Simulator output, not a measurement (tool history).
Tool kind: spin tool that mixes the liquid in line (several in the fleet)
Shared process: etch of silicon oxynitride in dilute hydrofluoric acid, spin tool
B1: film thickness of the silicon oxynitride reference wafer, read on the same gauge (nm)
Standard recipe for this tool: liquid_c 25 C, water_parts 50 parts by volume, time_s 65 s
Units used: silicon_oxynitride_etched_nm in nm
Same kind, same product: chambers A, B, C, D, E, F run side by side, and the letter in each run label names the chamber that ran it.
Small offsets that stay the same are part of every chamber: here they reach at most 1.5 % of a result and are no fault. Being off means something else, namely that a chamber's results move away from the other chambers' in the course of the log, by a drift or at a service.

run 1D hour=7.9 | liquid_c=25 water_parts=50 time_s=65 | B1=40.011 | silicon_oxynitride_etched_nm=6.7782
run 2C hour=23.8 | liquid_c=25 water_parts=50 time_s=65 | B1=39.987 | silicon_oxynitride_etched_nm=6.7985
run 3B hour=31.2 | liquid_c=25 water_parts=50 time_s=65 | B1=39.978 | silicon_oxynitride_etched_nm=6.7830
-- hour=38.3 chamber F: hydrofluoric acid flow meter replaced
run 4F hour=46.9 | liquid_c=25 water_parts=50 time_s=65 | B1=39.977 | silicon_oxynitride_etched_nm=6.9196
run 5A hour=55.2 | liquid_c=25 water_parts=50 time_s=65 | B1=39.989 | silicon_oxynitride_etched_nm=6.8581
run 6E hour=65.4 | liquid_c=25 water_parts=35 time_s=45 | B1=40.006 | silicon_oxynitride_etched_nm=6.8335
run 7A hour=75.3 | liquid_c=25 water_parts=35 time_s=45 | B1=40.007 | silicon_oxynitride_etched_nm=6.9814
run 8F hour=88.9 | liquid_c=25 water_parts=35 time_s=45 | B1=39.958 | silicon_oxynitride_etched_nm=6.9523
run 9E hour=98.4 | liquid_c=25 water_parts=35 time_s=45 | B1=40.001 | silicon_oxynitride_etched_nm=6.9008
run 10D hour=107.0 | liquid_c=25 water_parts=35 time_s=45 | B1=40.013 | silicon_oxynitride_etched_nm=6.7718
run 11B hour=114.3 | liquid_c=25 water_parts=35 time_s=45 | B1=39.986 | silicon_oxynitride_etched_nm=6.7436
run 12C hour=125.6 | liquid_c=25 water_parts=50 time_s=65 | B1=40.012 | silicon_oxynitride_etched_nm=6.6864
-- hour=126.5 chamber D: thermometer replaced
run 13D hour=133.6 | liquid_c=25 water_parts=50 time_s=65 | B1=40.038 | silicon_oxynitride_etched_nm=6.8519
-- hour=138.2 chamber C: hydrofluoric acid flow meter replaced
run 14F hour=148.8 | liquid_c=25 water_parts=50 time_s=65 | B1=39.966 | silicon_oxynitride_etched_nm=6.7042
run 15E hour=156.1 | liquid_c=25 water_parts=50 time_s=65 | B1=40.014 | silicon_oxynitride_etched_nm=6.6600
run 16B hour=165.3 | liquid_c=25 water_parts=50 time_s=65 | B1=40.016 | silicon_oxynitride_etched_nm=6.6124
run 17C hour=173.7 | liquid_c=25 water_parts=50 time_s=45 | B1=39.984 | silicon_oxynitride_etched_nm=4.6562
run 18A hour=183.7 | liquid_c=25 water_parts=50 time_s=45 | B1=40.014 | silicon_oxynitride_etched_nm=4.6940
run 19D hour=192.7 | liquid_c=25 water_parts=50 time_s=45 | B1=40.022 | silicon_oxynitride_etched_nm=4.7223
run 20E hour=200.3 | liquid_c=25 water_parts=50 time_s=45 | B1=40.011 | silicon_oxynitride_etched_nm=4.5635
run 21F hour=213.7 | liquid_c=25 water_parts=50 time_s=45 | B1=39.984 | silicon_oxynitride_etched_nm=4.6949
run 22C hour=228.0 | liquid_c=25 water_parts=50 time_s=45 | B1=39.980 | silicon_oxynitride_etched_nm=4.8106
run 23A hour=240.2 | liquid_c=25 water_parts=50 time_s=65 | B1=40.005 | silicon_oxynitride_etched_nm=6.7297
-- hour=243.4 chamber C: thermometer replaced
run 24B hour=256.2 | liquid_c=25 water_parts=50 time_s=105 | B1=39.994 | silicon_oxynitride_etched_nm=10.9350
run 25B hour=265.4 | liquid_c=25 water_parts=50 time_s=105 | B1=40.002 | silicon_oxynitride_etched_nm=10.9430
run 26D hour=279.5 | liquid_c=25 water_parts=50 time_s=105 | B1=40.012 | silicon_oxynitride_etched_nm=11.0410
run 27E hour=289.2 | liquid_c=25 water_parts=50 time_s=105 | B1=40.001 | silicon_oxynitride_etched_nm=10.7020
run 28F hour=300.6 | liquid_c=25 water_parts=50 time_s=105 | B1=40.006 | silicon_oxynitride_etched_nm=10.8880
run 29C hour=316.5 | liquid_c=25 water_parts=50 time_s=105 | B1=39.996 | silicon_oxynitride_etched_nm=10.9230
-- hour=319.8 chamber D: hydrofluoric acid flow meter replaced
run 30A hour=324.4 | liquid_c=25 water_parts=50 time_s=65 | B1=39.966 | silicon_oxynitride_etched_nm=6.7120
run 31A hour=335.3 | liquid_c=25 water_parts=50 time_s=65 | B1=40.033 | silicon_oxynitride_etched_nm=6.7174
run 32E hour=348.5 | liquid_c=25 water_parts=50 time_s=65 | B1=40.005 | silicon_oxynitride_etched_nm=6.4853
run 33B hour=362.5 | liquid_c=25 water_parts=50 time_s=65 | B1=39.972 | silicon_oxynitride_etched_nm=6.6954
run 34D hour=375.5 | liquid_c=25 water_parts=50 time_s=65 | B1=39.998 | silicon_oxynitride_etched_nm=6.8564
run 35F hour=382.4 | liquid_c=25 water_parts=50 time_s=45 | B1=40.025 | silicon_oxynitride_etched_nm=4.7129
run 36C hour=389.6 | liquid_c=25 water_parts=50 time_s=45 | B1=40.006 | silicon_oxynitride_etched_nm=4.7034
run 37D hour=400.5 | liquid_c=25 water_parts=50 time_s=45 | B1=40.023 | silicon_oxynitride_etched_nm=4.7099
-- hour=403.8 chamber B: thermometer replaced
run 38C hour=408.3 | liquid_c=25 water_parts=50 time_s=45 | B1=39.980 | silicon_oxynitride_etched_nm=4.7796
run 39A hour=418.0 | liquid_c=25 water_parts=50 time_s=45 | B1=39.976 | silicon_oxynitride_etched_nm=4.6654
run 40F hour=429.3 | liquid_c=25 water_parts=50 time_s=45 | B1=39.997 | silicon_oxynitride_etched_nm=4.6819
-- hour=434.3 chamber E: thermometer replaced
run 41B hour=439.0 | liquid_c=25 water_parts=50 time_s=65 | B1=39.978 | silicon_oxynitride_etched_nm=6.7705
run 42E hour=447.0 | liquid_c=25 water_parts=50 time_s=85 | B1=39.999 | silicon_oxynitride_etched_nm=8.2804
run 43B hour=455.1 | liquid_c=25 water_parts=50 time_s=85 | B1=40.020 | silicon_oxynitride_etched_nm=8.7185
run 44C hour=464.3 | liquid_c=25 water_parts=50 time_s=85 | B1=39.979 | silicon_oxynitride_etched_nm=8.9689

Next, every chamber runs the same settings. What will each give?
run 45A hour=475.7 | liquid_c=25 water_parts=75 time_s=65 | silicon_oxynitride_etched_nm=?
run 45B hour=475.7 | liquid_c=25 water_parts=75 time_s=65 | silicon_oxynitride_etched_nm=?
run 45C hour=475.7 | liquid_c=25 water_parts=75 time_s=65 | silicon_oxynitride_etched_nm=?
run 45D hour=475.7 | liquid_c=25 water_parts=75 time_s=65 | silicon_oxynitride_etched_nm=?
run 45E hour=475.7 | liquid_c=25 water_parts=75 time_s=65 | silicon_oxynitride_etched_nm=?
run 45F hour=475.7 | liquid_c=25 water_parts=75 time_s=65 | silicon_oxynitride_etched_nm=?

run=45A silicon_oxynitride_etched_nm=4.4656
run=45B silicon_oxynitride_etched_nm=4.3693
run=45C silicon_oxynitride_etched_nm=4.4381
run=45D silicon_oxynitride_etched_nm=4.4087
run=45E silicon_oxynitride_etched_nm=4.1273
run=45F silicon_oxynitride_etched_nm=4.4248
